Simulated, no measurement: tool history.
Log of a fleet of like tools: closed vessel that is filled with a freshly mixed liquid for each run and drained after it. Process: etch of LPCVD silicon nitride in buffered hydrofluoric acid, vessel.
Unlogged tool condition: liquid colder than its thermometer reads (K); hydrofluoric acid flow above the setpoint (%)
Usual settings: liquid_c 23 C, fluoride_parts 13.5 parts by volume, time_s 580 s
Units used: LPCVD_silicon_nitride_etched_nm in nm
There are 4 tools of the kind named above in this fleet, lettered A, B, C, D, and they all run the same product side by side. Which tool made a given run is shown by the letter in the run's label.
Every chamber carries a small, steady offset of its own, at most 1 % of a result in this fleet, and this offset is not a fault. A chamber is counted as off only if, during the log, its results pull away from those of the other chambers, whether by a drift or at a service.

run   hour  liquid_c  fluoride_parts  time_s  hours since the thermometer was replaced  hours since the hydrofluoric acid flow meter was replaced  read-back film thickness of the LPCVD silicon nitride reference wafer, read on the same gauge (nm)  LPCVD_silicon_nitride_etched_nm
 1B      5        23            13.5     580                                    1767.7                                                      553.6                                                                                              149.99                            5.081
 2D   10.4        23            13.5     580                                     643.9                                                      755.5                                                                                              150.01                           5.3613
 3A     14        23            13.5     580                                    1466.5                                                      635.7                                                                                              149.99                           5.2223
 4C   17.5        23            13.5     580                                     881.9                                                      226.7                                                                                              149.99                           5.3387
 5C   21.6        23            13.5     580                                       886                                                      230.8                                                                                              150.02                           5.2236
 6B   25.7        23            13.5     580                                    1788.4                                                      574.3                                                                                              150.01                           5.2215
 7A     29        23            13.5     310                                    1481.5                                                      650.7                                                                                                 150                           2.7663
 8D   33.6        23            13.5     310                                     667.1                                                      778.7                                                                                              149.99                           2.7894
 9D   39.3        23            13.5     310                                     672.8                                                      784.4                                                                                                 150                           2.8463
10B   44.1        23            13.5     310                                    1806.8                                                      592.7                                                                                                 150                           2.7871
11C   48.4        23            13.5     580                                     912.8                                                      257.6                                                                                              150.01                           5.2717
12A   51.8        23            13.5     580                                    1504.3                                                      673.5                                                                                              150.01                           5.1486
13B   56.2        23            13.5     580                                    1818.9                                                      604.8                                                                                                 150                           5.2785
14D   60.3        23            13.5     580                                     693.8                                                      805.4                                                                                                 150                           5.3571
15C   64.8        23            13.5     580                                     929.2                                                        274                                                                                              150.01                           5.2485
16A   70.4        23            13.5     580                                    1522.9                                                      692.1                                                                                              149.99                           5.0659
17C   75.4        23            13.5     580                                     939.8                                                      284.6                                                                                                 150                           5.3374
18A   78.6        23            13.5     580                                    1531.1                                                      700.3                                                                                              150.01                           4.9245
19D   82.2        23            13.5     580                                     715.7                                                      827.3                                                                                              149.98                            5.283
20B   85.7        23            13.5     580                                    1848.4                                                      634.3                                                                                                 150                            5.254
21C   88.3        23            13.5     305                                     952.7                                                      297.5                                                                                              149.98                           2.7996
22A   94.2        23            13.5     305                                    1546.7                                                      715.9                                                                                              150.01                           2.5978
23B   97.1        23            13.5     305                                    1859.8                                                      645.7                                                                                              149.99                           2.7638
24D   99.7        23            13.5     305                                     733.2                                                      844.8                                                                                              149.98                            2.828
25D  103.7        23            13.5     580                                     737.2                                                      848.8                                                                                                 150                           5.3912
26C  108.5        23            13.5     580                                     972.9                                                      317.7                                                                                                 150                           5.2686
27B    113        23            13.5     580                                    1875.7                                                      661.6                                                                                                 150                           5.2477
28A  117.9        23            13.5     580                                    1570.4                                                      739.6                                                                                                 150                           4.7997

All 4 chambers run these settings next. Forecast each chamber's results:
29A  122.1        23              17     580                                                                                                                                                                                                                                         ?
29B  122.1        23              17     580                                                                                                                                                                                                                                         ?
29C  122.1        23              17     580                                                                                                                                                                                                                                         ?
29D  122.1        23              17     580                                                                                                                                                                                                                                         ?

run  LPCVD_silicon_nitride_etched_nm
29A                           3.8421
29B                           4.1986
29C                           4.2177
29D                           4.3431
